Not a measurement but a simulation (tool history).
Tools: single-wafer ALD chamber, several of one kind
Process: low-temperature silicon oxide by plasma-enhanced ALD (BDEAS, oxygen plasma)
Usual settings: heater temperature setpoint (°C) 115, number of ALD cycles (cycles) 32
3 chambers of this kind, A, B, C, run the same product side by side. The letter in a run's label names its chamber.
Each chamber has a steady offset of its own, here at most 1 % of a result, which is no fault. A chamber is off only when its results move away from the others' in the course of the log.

run   hour  heater temperature setpoint (°C)  number of ALD cycles (cycles)  read-back reference wafer on the same gauge, thickness_nm  mean film thickness on the monitor wafer (angstrom)
 1C   15.2                               115                             32                                                     3.5892                                               44.286
 2B     25                               115                             32                                                      3.588                                               44.423
 3A   33.7                               115                             32                                                     3.5891                                               44.822
      44.5  -- chamber B: thermocouple changed; heater temperature recalibrated
 4B   49.1                               115                             32                                                     3.5885                                                44.48
 5C   60.2                               115                             32                                                     3.5858                                               44.253
 6A   66.9                               115                             32                                                     3.5858                                               44.906
 7B   80.3                               115                             32                                                     3.5873                                               44.545
 8C   93.5                               115                             32                                                     3.5843                                               44.279
 9A  104.5                               115                             32                                                     3.5832                                               44.796
10B  118.7                               115                             32                                                     3.5835                                               44.503
11C  125.6                               115                             32                                                     3.5822                                               44.054
12A  136.8                               115                             32                                                     3.5818                                               44.717
13C  144.8                               115                             32                                                     3.5809                                               44.087
14A  155.7                               115                             32                                                     3.5811                                               44.935
15B  164.8                               115                             32                                                     3.5802                                               44.394
16A  174.7                               115                             32                                                     3.5798                                               44.694
17C  181.7                               115                             32                                                     3.5794                                               44.139
18B  188.5                               123                             34                                                     3.5789                                               46.458
19B  203.5                               123                             34                                                     3.5789                                               46.344
20A    219                               123                             34                                                     3.5772                                               46.723
21C  231.2                               120                             37                                                     3.5767                                                 50.5
22B  243.9                               120                             37                                                     3.5766                                               50.923
23C  256.9                               120                             37                                                     3.5757                                                50.27
24A  268.6                               115                             32                                                     3.5759                                               44.599
25A  283.5                               115                             32                                                     3.5737                                               44.621
26B  291.9                               115                             32                                                     3.5739                                               44.339
27C  304.7                               106                             32                                                     3.5714                                               44.725
28B  319.9                               106                             32                                                     3.5711                                               44.973
29A  327.6                               106                             32                                                     3.5718                                               45.341
30C  341.2                               115                             32                                                     3.5716                                               43.988
31C  348.7                               115                             32                                                     3.5698                                               43.941
32B  357.3                               115                             32                                                     3.5707                                               44.181
33A  371.8                               115                             32                                                     3.5691                                               44.574
34B  379.3                               102                             32                                                     3.5692                                               45.347

Is one chamber off against the others, does the gauge drift, or is nothing wrong? If a chamber is off, say which, and what the likeliest cause is.

The gauge drifts, so all chambers seem to drift together. No chamber is off.
Cause: gauge reads low (%) = 0.612.

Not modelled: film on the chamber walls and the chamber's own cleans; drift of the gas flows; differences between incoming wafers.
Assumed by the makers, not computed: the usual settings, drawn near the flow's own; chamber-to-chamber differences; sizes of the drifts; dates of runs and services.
